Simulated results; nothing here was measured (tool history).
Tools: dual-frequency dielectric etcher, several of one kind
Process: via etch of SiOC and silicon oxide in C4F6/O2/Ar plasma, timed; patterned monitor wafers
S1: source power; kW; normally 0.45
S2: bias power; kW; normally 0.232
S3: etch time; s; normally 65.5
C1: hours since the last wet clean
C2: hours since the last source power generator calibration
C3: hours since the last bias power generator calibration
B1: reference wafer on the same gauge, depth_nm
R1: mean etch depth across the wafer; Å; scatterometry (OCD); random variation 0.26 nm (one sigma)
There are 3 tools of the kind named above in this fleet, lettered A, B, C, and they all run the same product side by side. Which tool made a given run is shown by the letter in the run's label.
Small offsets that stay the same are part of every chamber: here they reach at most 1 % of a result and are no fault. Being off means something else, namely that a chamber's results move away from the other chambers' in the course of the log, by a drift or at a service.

| run | hour | S1 | S2 | S3 | C1 | C2 | C3 | B1 | R1 |
|---|---|---|---|---|---|---|---|---|---|
| 1B | 9.1 | 0.45 | 0.232 | 65.5 | 278.5 | 468.4 | 2815.5 | 73.336 | 838.14 |
| 2C | 15.3 | 0.45 | 0.232 | 65.5 | 262.2 | 1236.3 | 370.7 | 73.389 | 838.15 |
| 3A | 21.8 | 0.45 | 0.232 | 65.5 | 326.6 | 600.5 | 980.1 | 73.338 | 841.81 |
| 4A | 29.9 | 0.45 | 0.232 | 65.5 | 334.7 | 608.6 | 988.2 | 73.345 | 844.7 |
| 5B | 36.2 | 0.45 | 0.232 | 65.5 | 305.6 | 495.5 | 2842.6 | 73.317 | 841.87 |
| 6C | 45.1 | 0.45 | 0.232 | 65.5 | 292 | 1266.1 | 400.5 | 73.319 | 835.07 |
| 7A | 53.4 | 0.45 | 0.232 | 65.5 | 358.2 | 632.1 | 1011.7 | 73.261 | 849.27 |
| 8C | 58 | 0.45 | 0.232 | 65.5 | 304.9 | 1279 | 413.4 | 73.263 | 839.22 |
| 9B | 65.7 | 0.45 | 0.232 | 65.5 | 335.1 | 525 | 2872.1 | 73.314 | 842.57 |
| 10B | 71.2 | 0.45 | 0.232 | 65.5 | 340.6 | 530.5 | 2877.6 | 73.276 | 837.36 |
| 11C | 75.7 | 0.45 | 0.232 | 65.5 | 322.6 | 1296.7 | 431.1 | 73.298 | 841.42 |
| 12A | 81.7 | 0.45 | 0.232 | 65.5 | 386.5 | 660.4 | 1040 | 73.282 | 847.46 |
| 13C | 88.6 | 0.45 | 0.232 | 65.5 | 335.5 | 1309.6 | 444 | 73.257 | 837.63 |
| 14A | 95.9 | 0.45 | 0.232 | 65.5 | 400.7 | 674.6 | 1054.2 | 73.262 | 848.25 |
| 15B | 104.8 | 0.45 | 0.232 | 65.5 | 374.2 | 564.1 | 2911.2 | 73.298 | 839.76 |
| 16B | 109.3 | 0.45 | 0.232 | 65.5 | 378.7 | 568.6 | 2915.7 | 73.293 | 842.87 |
| 17A | 118.1 | 0.45 | 0.232 | 65.5 | 422.9 | 696.8 | 1076.4 | 73.273 | 855.25 |
| 18C | 124 | 0.45 | 0.232 | 65.5 | 370.9 | 1345 | 479.4 | 73.277 | 840.62 |
| 19B | 130.6 | 0.45 | 0.232 | 65.5 | 400 | 589.9 | 2937 | 73.312 | 840.37 |
| 20A | 139.7 | 0.45 | 0.232 | 65.5 | 444.5 | 718.4 | 1098 | 73.264 | 850.43 |
| 21C | 148.6 | 0.45 | 0.232 | 65.5 | 395.5 | 1369.6 | 504 | 73.264 | 839.19 |
| 22B | 155.2 | 0.45 | 0.232 | 65.5 | 424.6 | 614.5 | 2961.6 | 73.326 | 838.35 |
| 23A | 159.5 | 0.45 | 0.232 | 65.5 | 464.3 | 738.2 | 1117.8 | 73.315 | 857.71 |
| 24C | 167.3 | 0.45 | 0.232 | 65.5 | 414.2 | 1388.3 | 522.7 | 73.229 | 844.29 |
| 25B | 174.8 | 0.45 | 0.232 | 65.5 | 444.2 | 634.1 | 2981.2 | 73.287 | 838.96 |
| 26A | 182.8 | 0.45 | 0.232 | 65.5 | 487.6 | 761.5 | 1141.1 | 73.266 | 859.77 |
| 27C | 187.9 | 0.45 | 0.261 | 50.5 | 434.8 | 1408.9 | 543.3 | 73.267 | 676.69 |
| 28B | 193.7 | 0.45 | 0.261 | 50.5 | 463.1 | 653 | 3000.1 | 73.344 | 674.77 |
| 29C | 201.3 | 0.45 | 0.261 | 50.5 | 448.2 | 1422.3 | 556.7 | 73.284 | 676.94 |
| 30A | 208.5 | 0.45 | 0.232 | 65.5 | 513.3 | 787.2 | 1166.8 | 73.338 | 868.28 |
| 31C | 217.8 | 0.45 | 0.232 | 55 | 464.7 | 1438.8 | 573.2 | 73.315 | 702.55 |
| 32A | 226.5 | 0.45 | 0.232 | 55 | 531.3 | 805.2 | 1184.8 | 73.289 | 730.24 |
| 33B | 233.1 | 0.45 | 0.232 | 55 | 502.5 | 692.4 | 3039.5 | 73.289 | 703.47 |

Has any chamber moved away from the others, gradually or after a service, or does the common gauge drift, or do the chambers differ only by their own small steady offsets? State the chamber and the most likely cause if one applies.

It is chamber A that slowly wanders off from its peers.
Cause: etch rate over this chamber's usual, % = 3.16.

Chamber A could run next with any of the 4 candidate recipes listed below; each alters the usual settings, and their results appear as question marks. Which one brings its results back in line with what the other chambers deliver on the usual settings?
Counts as in line when no further than this from what the other chambers average on the usual settings: R1 9.1 Å
| 34A-1 | 239.9 | 0.45 | 0.232 | 63 |  |  |  |  | ? |
| 34A-2 | 239.9 | 0.45 | 0.22 | 65.5 |  |  |  |  | ? |
| 34A-3 | 239.9 | 0.45 | 0.233 | 66.5 |  |  |  |  | ? |
| 34A-4 | 239.9 | 0.45 | 0.232 | 68 |  |  |  |  | ? |

The mean the other chambers reach with the usual settings: R1 840.35 Å
| run | R1 |
|---|---|
| 34A-1 | 839.5 |
| 34A-2 | 857.71 |
| 34A-3 | 887.4 |
| 34A-4 | 906.12 |
34A-1 puts the chamber back in line with the other chambers.
